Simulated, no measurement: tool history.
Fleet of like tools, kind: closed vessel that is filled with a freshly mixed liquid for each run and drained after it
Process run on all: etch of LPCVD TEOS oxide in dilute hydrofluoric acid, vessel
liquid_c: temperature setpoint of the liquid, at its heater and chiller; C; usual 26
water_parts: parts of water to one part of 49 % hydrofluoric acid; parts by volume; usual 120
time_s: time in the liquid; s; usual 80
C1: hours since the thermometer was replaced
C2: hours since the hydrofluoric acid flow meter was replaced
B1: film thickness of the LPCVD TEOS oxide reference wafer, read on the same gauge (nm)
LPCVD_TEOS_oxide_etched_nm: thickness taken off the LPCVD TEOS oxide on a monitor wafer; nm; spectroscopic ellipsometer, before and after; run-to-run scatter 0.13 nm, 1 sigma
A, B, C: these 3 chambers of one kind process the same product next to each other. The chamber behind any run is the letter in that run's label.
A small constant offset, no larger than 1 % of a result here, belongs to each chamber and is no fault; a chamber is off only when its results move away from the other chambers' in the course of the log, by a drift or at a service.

{"run": "1C", "hour": 5.9, "liquid_c": 26, "water_parts": 120, "time_s": 80, "C1": 1236.4, "C2": 79, "B1": 50.006, "LPCVD_TEOS_oxide_etched_nm": 14.627}
{"run": "2A", "hour": 11.4, "liquid_c": 26, "water_parts": 120, "time_s": 80, "C1": 485.7, "C2": 353.5, "B1": 50, "LPCVD_TEOS_oxide_etched_nm": 14.665}
{"run": "3B", "hour": 17.5, "liquid_c": 26, "water_parts": 120, "time_s": 80, "C1": 320.8, "C2": 2156, "B1": 50.016, "LPCVD_TEOS_oxide_etched_nm": 14.766}
{"run": "4C", "hour": 20.3, "liquid_c": 26, "water_parts": 120, "time_s": 80, "C1": 1250.8, "C2": 93.4, "B1": 50.01, "LPCVD_TEOS_oxide_etched_nm": 14.798}
{"run": "5B", "hour": 26.8, "liquid_c": 30.5, "water_parts": 165, "time_s": 80, "C1": 330.1, "C2": 2165.3, "B1": 49.998, "LPCVD_TEOS_oxide_etched_nm": 12.047}
{"run": "6A", "hour": 30.0, "liquid_c": 30.5, "water_parts": 165, "time_s": 80, "C1": 504.3, "C2": 372.1, "B1": 49.991, "LPCVD_TEOS_oxide_etched_nm": 11.942}
{"run": "7C", "hour": 32.9, "liquid_c": 30.5, "water_parts": 165, "time_s": 80, "C1": 1263.4, "C2": 106, "B1": 49.995, "LPCVD_TEOS_oxide_etched_nm": 11.77}
{"run": "8B", "hour": 39.1, "liquid_c": 26, "water_parts": 120, "time_s": 80, "C1": 342.4, "C2": 2177.6, "B1": 50.018, "LPCVD_TEOS_oxide_etched_nm": 14.908}
{"run": "9A", "hour": 42.0, "liquid_c": 26, "water_parts": 140, "time_s": 80, "C1": 516.3, "C2": 384.1, "B1": 50.017, "LPCVD_TEOS_oxide_etched_nm": 12.275}
{"run": "10C", "hour": 45.5, "liquid_c": 26, "water_parts": 140, "time_s": 80, "C1": 1276, "C2": 118.6, "B1": 49.99, "LPCVD_TEOS_oxide_etched_nm": 12.242}
{"run": "11A", "hour": 49.5, "liquid_c": 26, "water_parts": 140, "time_s": 80, "C1": 523.8, "C2": 391.6, "B1": 50.023, "LPCVD_TEOS_oxide_etched_nm": 12.283}
{"run": "12B", "hour": 52.7, "liquid_c": 26, "water_parts": 120, "time_s": 80, "C1": 356, "C2": 2191.2, "B1": 49.991, "LPCVD_TEOS_oxide_etched_nm": 14.74}
{"run": "13C", "hour": 56.2, "liquid_c": 26, "water_parts": 120, "time_s": 80, "C1": 1286.7, "C2": 129.3, "B1": 50.006, "LPCVD_TEOS_oxide_etched_nm": 14.379}
{"run": "14A", "hour": 60.3, "liquid_c": 26, "water_parts": 120, "time_s": 80, "C1": 534.6, "C2": 402.4, "B1": 50.014, "LPCVD_TEOS_oxide_etched_nm": 14.614}
{"run": "15B", "hour": 66.3, "liquid_c": 28.5, "water_parts": 120, "time_s": 80, "C1": 369.6, "C2": 2204.8, "B1": 49.987, "LPCVD_TEOS_oxide_etched_nm": 16.28}
{"run": "16A", "hour": 70.9, "liquid_c": 28.5, "water_parts": 120, "time_s": 80, "C1": 545.2, "C2": 413, "B1": 49.98, "LPCVD_TEOS_oxide_etched_nm": 16.35}
{"run": "17B", "hour": 75.0, "liquid_c": 28.5, "water_parts": 120, "time_s": 80, "C1": 378.3, "C2": 2213.5, "B1": 49.992, "LPCVD_TEOS_oxide_etched_nm": 16.467}
{"run": "18C", "hour": 79.3, "liquid_c": 22, "water_parts": 170, "time_s": 80, "C1": 1309.8, "C2": 152.4, "B1": 50.003, "LPCVD_TEOS_oxide_etched_nm": 8.1364}
{"run": "19B", "hour": 83.7, "liquid_c": 22, "water_parts": 170, "time_s": 80, "C1": 387, "C2": 2222.2, "B1": 49.973, "LPCVD_TEOS_oxide_etched_nm": 8.5063}
{"run": "20A", "hour": 88.6, "liquid_c": 22, "water_parts": 170, "time_s": 80, "C1": 562.9, "C2": 430.7, "B1": 49.993, "LPCVD_TEOS_oxide_etched_nm": 8.4472}
{"run": "21C", "hour": 93.3, "liquid_c": 26, "water_parts": 120, "time_s": 80, "C1": 1323.8, "C2": 166.4, "B1": 50.009, "LPCVD_TEOS_oxide_etched_nm": 14.016}
{"hour": 94.7, "done": "chamber B: hydrofluoric acid flow meter replaced"}
{"run": "22A", "hour": 97.4, "liquid_c": 26, "water_parts": 120, "time_s": 80, "C1": 571.7, "C2": 439.5, "B1": 50.019, "LPCVD_TEOS_oxide_etched_nm": 14.691}
{"run": "23B", "hour": 101.1, "liquid_c": 26, "water_parts": 120, "time_s": 80, "C1": 404.4, "C2": 6.5, "B1": 49.986, "LPCVD_TEOS_oxide_etched_nm": 14.788}
{"run": "24C", "hour": 104.4, "liquid_c": 26, "water_parts": 120, "time_s": 80, "C1": 1334.9, "C2": 177.5, "B1": 49.984, "LPCVD_TEOS_oxide_etched_nm": 13.65}
{"run": "25C", "hour": 108.4, "liquid_c": 26, "water_parts": 120, "time_s": 80, "C1": 1338.9, "C2": 181.5, "B1": 50.024, "LPCVD_TEOS_oxide_etched_nm": 13.64}
{"run": "26B", "hour": 111.5, "liquid_c": 26, "water_parts": 120, "time_s": 80, "C1": 414.8, "C2": 16.9, "B1": 49.99, "LPCVD_TEOS_oxide_etched_nm": 14.723}
{"run": "27A", "hour": 115.0, "liquid_c": 26, "water_parts": 120, "time_s": 80, "C1": 589.3, "C2": 457.1, "B1": 50.003, "LPCVD_TEOS_oxide_etched_nm": 14.786}
{"run": "28A", "hour": 118.4, "liquid_c": 26, "water_parts": 120, "time_s": 80, "C1": 592.7, "C2": 460.5, "B1": 50.031, "LPCVD_TEOS_oxide_etched_nm": 14.98}
{"run": "29B", "hour": 123.8, "liquid_c": 26, "water_parts": 120, "time_s": 80, "C1": 427.1, "C2": 29.2, "B1": 50.006, "LPCVD_TEOS_oxide_etched_nm": 14.683}
{"run": "30C", "hour": 126.9, "liquid_c": 26, "water_parts": 120, "time_s": 80, "C1": 1357.4, "C2": 200, "B1": 50.011, "LPCVD_TEOS_oxide_etched_nm": 13.279}

Next, every chamber runs the same settings. What will each give?
{"run": "31A", "hour": 131.6, "liquid_c": 21.5, "water_parts": 120, "time_s": 80, "LPCVD_TEOS_oxide_etched_nm": "?"}
{"run": "31B", "hour": 131.6, "liquid_c": 21.5, "water_parts": 120, "time_s": 80, "LPCVD_TEOS_oxide_etched_nm": "?"}
{"run": "31C", "hour": 131.6, "liquid_c": 21.5, "water_parts": 120, "time_s": 80, "LPCVD_TEOS_oxide_etched_nm": "?"}

run=31A LPCVD_TEOS_oxide_etched_nm=12.223
run=31B LPCVD_TEOS_oxide_etched_nm=12.393
run=31C LPCVD_TEOS_oxide_etched_nm=11.202
